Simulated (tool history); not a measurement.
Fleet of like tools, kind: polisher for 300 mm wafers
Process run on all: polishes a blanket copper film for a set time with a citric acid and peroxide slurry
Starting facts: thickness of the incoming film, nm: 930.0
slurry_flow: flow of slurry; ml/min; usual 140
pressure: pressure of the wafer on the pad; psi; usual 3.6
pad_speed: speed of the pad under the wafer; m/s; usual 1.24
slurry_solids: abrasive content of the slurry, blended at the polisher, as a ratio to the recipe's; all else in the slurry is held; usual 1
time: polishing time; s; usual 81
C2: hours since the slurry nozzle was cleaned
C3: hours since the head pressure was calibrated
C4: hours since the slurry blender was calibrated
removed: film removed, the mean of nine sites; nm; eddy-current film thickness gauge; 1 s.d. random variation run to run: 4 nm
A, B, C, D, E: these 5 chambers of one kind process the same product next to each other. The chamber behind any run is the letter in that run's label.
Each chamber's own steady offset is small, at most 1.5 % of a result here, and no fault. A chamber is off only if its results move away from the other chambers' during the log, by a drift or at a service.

{"hour": 2.0, "done": "chamber A: head pressure recalibrated"}
{"run": "1A", "hour": 10.1, "slurry_flow": 140, "pressure": 3.6, "pad_speed": 1.24, "slurry_solids": 1, "time": 81, "wafers polished on this pad": 155, "C2": 36.8, "C3": 8.1, "C4": 66.3, "removed": 305.12}
{"run": "2E", "hour": 18.6, "slurry_flow": 140, "pressure": 3.6, "pad_speed": 1.24, "slurry_solids": 1, "time": 81, "wafers polished on this pad": 273, "C2": 376.1, "C3": 917.6, "C4": 134.9, "removed": 303.53}
{"run": "3D", "hour": 26.2, "slurry_flow": 140, "pressure": 3.6, "pad_speed": 1.24, "slurry_solids": 1, "time": 81, "wafers polished on this pad": 392, "C2": 280.3, "C3": 364.5, "C4": 213.3, "removed": 304.38}
{"hour": 30.3, "done": "chamber C: worn pad replaced by a new one"}
{"run": "4C", "hour": 35.0, "slurry_flow": 140, "pressure": 3.6, "pad_speed": 1.24, "slurry_solids": 1, "time": 81, "wafers polished on this pad": 32, "C2": 177.5, "C3": 230.6, "C4": 210.7, "removed": 313.22}
{"run": "5B", "hour": 45.5, "slurry_flow": 140, "pressure": 3.6, "pad_speed": 1.24, "slurry_solids": 1, "time": 81, "wafers polished on this pad": 526, "C2": 446.6, "C3": 296.6, "C4": 391.8, "removed": 302.84}
{"hour": 49.1, "done": "chamber B: slurry blender recalibrated"}
{"run": "6E", "hour": 56.1, "slurry_flow": 140, "pressure": 3.6, "pad_speed": 1.24, "slurry_solids": 1, "time": 81, "wafers polished on this pad": 532, "C2": 413.6, "C3": 955.1, "C4": 172.4, "removed": 311.3}
{"run": "7D", "hour": 64.6, "slurry_flow": 140, "pressure": 3.6, "pad_speed": 1.24, "slurry_solids": 1, "time": 81, "wafers polished on this pad": 657, "C2": 318.7, "C3": 402.9, "C4": 251.7, "removed": 307.9}
{"hour": 66.4, "done": "chamber D: slurry blender recalibrated"}
{"hour": 73.9, "done": "chamber E: slurry nozzle cleaned"}
{"run": "8B", "hour": 74.8, "slurry_flow": 140, "pressure": 3.6, "pad_speed": 1.24, "slurry_solids": 1, "time": 81, "wafers polished on this pad": 728, "C2": 475.9, "C3": 325.9, "C4": 25.8, "removed": 312.78}
{"hour": 76.4, "done": "chamber E: slurry blender recalibrated"}
{"run": "9C", "hour": 81.2, "slurry_flow": 140, "pressure": 3.6, "pad_speed": 1.24, "slurry_solids": 1, "time": 81, "wafers polished on this pad": 350, "C2": 223.7, "C3": 276.8, "C4": 256.9, "removed": 310.34}
{"hour": 84.1, "done": "chamber B: slurry nozzle cleaned"}
{"run": "10A", "hour": 86.0, "slurry_flow": 140, "pressure": 3.6, "pad_speed": 1.24, "slurry_solids": 1, "time": 81, "wafers polished on this pad": 678, "C2": 112.7, "C3": 84, "C4": 142.2, "removed": 305.36}
{"hour": 87.1, "done": "chamber A: worn pad replaced by a new one"}
{"hour": 89.1, "done": "chamber B: worn pad replaced by a new one"}
{"run": "11E", "hour": 94.0, "slurry_flow": 140, "pressure": 3.6, "pad_speed": 1.24, "slurry_solids": 1, "time": 81, "wafers polished on this pad": 793, "C2": 20.1, "C3": 993, "C4": 17.6, "removed": 304.9}
{"run": "12B", "hour": 103.0, "slurry_flow": 140, "pressure": 3.6, "pad_speed": 1.24, "slurry_solids": 1, "time": 81, "wafers polished on this pad": 96, "C2": 19, "C3": 354.1, "C4": 54, "removed": 313.8}
{"run": "13C", "hour": 108.7, "slurry_flow": 140, "pressure": 3.6, "pad_speed": 1.24, "slurry_solids": 1, "time": 105, "wafers polished on this pad": 540, "C2": 251.2, "C3": 304.3, "C4": 284.4, "removed": 398.22}
{"run": "14A", "hour": 116.6, "slurry_flow": 140, "pressure": 3.6, "pad_speed": 1.24, "slurry_solids": 1, "time": 105, "wafers polished on this pad": 203, "C2": 143.3, "C3": 114.6, "C4": 172.8, "removed": 402.82}
{"run": "15D", "hour": 121.8, "slurry_flow": 140, "pressure": 3.6, "pad_speed": 1.24, "slurry_solids": 1, "time": 105, "wafers polished on this pad": 1051, "C2": 375.9, "C3": 460.1, "C4": 55.5, "removed": 412.39}
{"hour": 123.3, "done": "chamber A: slurry blender recalibrated"}
{"hour": 127.0, "done": "chamber C: worn pad replaced by a new one"}
{"run": "16E", "hour": 127.5, "slurry_flow": 140, "pressure": 3.6, "pad_speed": 1.24, "slurry_solids": 1, "time": 105, "wafers polished on this pad": 1024, "C2": 53.6, "C3": 1026.5, "C4": 51.1, "removed": 399.1}
{"hour": 127.7, "done": "chamber D: worn pad replaced by a new one"}
{"run": "17C", "hour": 137.4, "slurry_flow": 140, "pressure": 3.6, "pad_speed": 1.24, "slurry_solids": 1, "time": 105, "wafers polished on this pad": 72, "C2": 279.9, "C3": 333, "C4": 313.1, "removed": 390.83}
{"run": "18A", "hour": 144.5, "slurry_flow": 140, "pressure": 3.6, "pad_speed": 1.24, "slurry_solids": 1.1, "time": 81, "wafers polished on this pad": 396, "C2": 171.2, "C3": 142.5, "C4": 21.3, "removed": 316.71}
{"run": "19B", "hour": 150.8, "slurry_flow": 140, "pressure": 3.6, "pad_speed": 1.24, "slurry_solids": 1.1, "time": 81, "wafers polished on this pad": 425, "C2": 66.8, "C3": 401.9, "C4": 101.8, "removed": 315.97}
{"run": "20D", "hour": 159.4, "slurry_flow": 140, "pressure": 3.6, "pad_speed": 1.24, "slurry_solids": 1.1, "time": 81, "wafers polished on this pad": 218, "C2": 413.5, "C3": 497.7, "C4": 93.1, "removed": 311.25}
{"run": "21A", "hour": 165.7, "slurry_flow": 140, "pressure": 3.6, "pad_speed": 1.24, "slurry_solids": 1.1, "time": 81, "wafers polished on this pad": 542, "C2": 192.4, "C3": 163.7, "C4": 42.5, "removed": 306.29}
{"hour": 166.0, "done": "chamber E: worn pad replaced by a new one"}
{"run": "22B", "hour": 173.0, "slurry_flow": 140, "pressure": 3.6, "pad_speed": 1.24, "slurry_solids": 1.1, "time": 81, "wafers polished on this pad": 578, "C2": 89, "C3": 424.1, "C4": 124, "removed": 317.73}
{"run": "23D", "hour": 180.8, "slurry_flow": 110, "pressure": 3.6, "pad_speed": 1.24, "slurry_solids": 1, "time": 81, "wafers polished on this pad": 366, "C2": 434.9, "C3": 519.1, "C4": 114.5, "removed": 292.2}
{"run": "24E", "hour": 191.4, "slurry_flow": 110, "pressure": 3.6, "pad_speed": 1.24, "slurry_solids": 1, "time": 81, "wafers polished on this pad": 175, "C2": 117.5, "C3": 1090.4, "C4": 115, "removed": 289.05}
{"run": "25C", "hour": 199.6, "slurry_flow": 110, "pressure": 3.6, "pad_speed": 1.24, "slurry_solids": 1, "time": 81, "wafers polished on this pad": 501, "C2": 342.1, "C3": 395.2, "C4": 375.3, "removed": 274.49}
{"hour": 203.8, "done": "chamber B: worn pad replaced by a new one"}
{"run": "26E", "hour": 207.2, "slurry_flow": 110, "pressure": 3.6, "pad_speed": 1.24, "slurry_solids": 1, "time": 81, "wafers polished on this pad": 284, "C2": 133.3, "C3": 1106.2, "C4": 130.8, "removed": 287.26}
{"hour": 209.3, "done": "chamber A: worn pad replaced by a new one"}
{"run": "27A", "hour": 214.0, "slurry_flow": 110, "pressure": 3.6, "pad_speed": 1.24, "slurry_solids": 1, "time": 81, "wafers polished on this pad": 32, "C2": 240.7, "C3": 212, "C4": 90.8, "removed": 291.9}
{"run": "28B", "hour": 219.2, "slurry_flow": 140, "pressure": 3.6, "pad_speed": 1.24, "slurry_solids": 1, "time": 81, "wafers polished on this pad": 106, "C2": 135.2, "C3": 470.3, "C4": 170.2, "removed": 312.54}
{"run": "29C", "hour": 230.0, "slurry_flow": 140, "pressure": 4.1, "pad_speed": 1.08, "slurry_solids": 1, "time": 81, "wafers polished on this pad": 710, "C2": 372.5, "C3": 425.6, "C4": 405.7, "removed": 280.47}
{"run": "30D", "hour": 238.6, "slurry_flow": 140, "pressure": 4.1, "pad_speed": 1.08, "slurry_solids": 1, "time": 81, "wafers polished on this pad": 764, "C2": 492.7, "C3": 576.9, "C4": 172.3, "removed": 307.57}
{"run": "31A", "hour": 247.0, "slurry_flow": 140, "pressure": 4.1, "pad_speed": 1.08, "slurry_solids": 1, "time": 81, "wafers polished on this pad": 260, "C2": 273.7, "C3": 245, "C4": 123.8, "removed": 304.2}

All 5 chambers run these settings next. Forecast each chamber's results:
{"run": "32A", "hour": 255.0, "slurry_flow": 140, "pressure": 3.6, "pad_speed": 1.24, "slurry_solids": 1, "time": 57, "removed": "?"}
{"run": "32B", "hour": 255.0, "slurry_flow": 140, "pressure": 3.6, "pad_speed": 1.24, "slurry_solids": 1, "time": 57, "removed": "?"}
{"run": "32C", "hour": 255.0, "slurry_flow": 140, "pressure": 3.6, "pad_speed": 1.24, "slurry_solids": 1, "time": 57, "removed": "?"}
{"run": "32D", "hour": 255.0, "slurry_flow": 140, "pressure": 3.6, "pad_speed": 1.24, "slurry_solids": 1, "time": 57, "removed": "?"}
{"run": "32E", "hour": 255.0, "slurry_flow": 140, "pressure": 3.6, "pad_speed": 1.24, "slurry_solids": 1, "time": 57, "removed": "?"}

run=32A removed=213.27
run=32B removed=220.66
run=32C removed=192.18
run=32D removed=217.26
run=32E removed=211.68
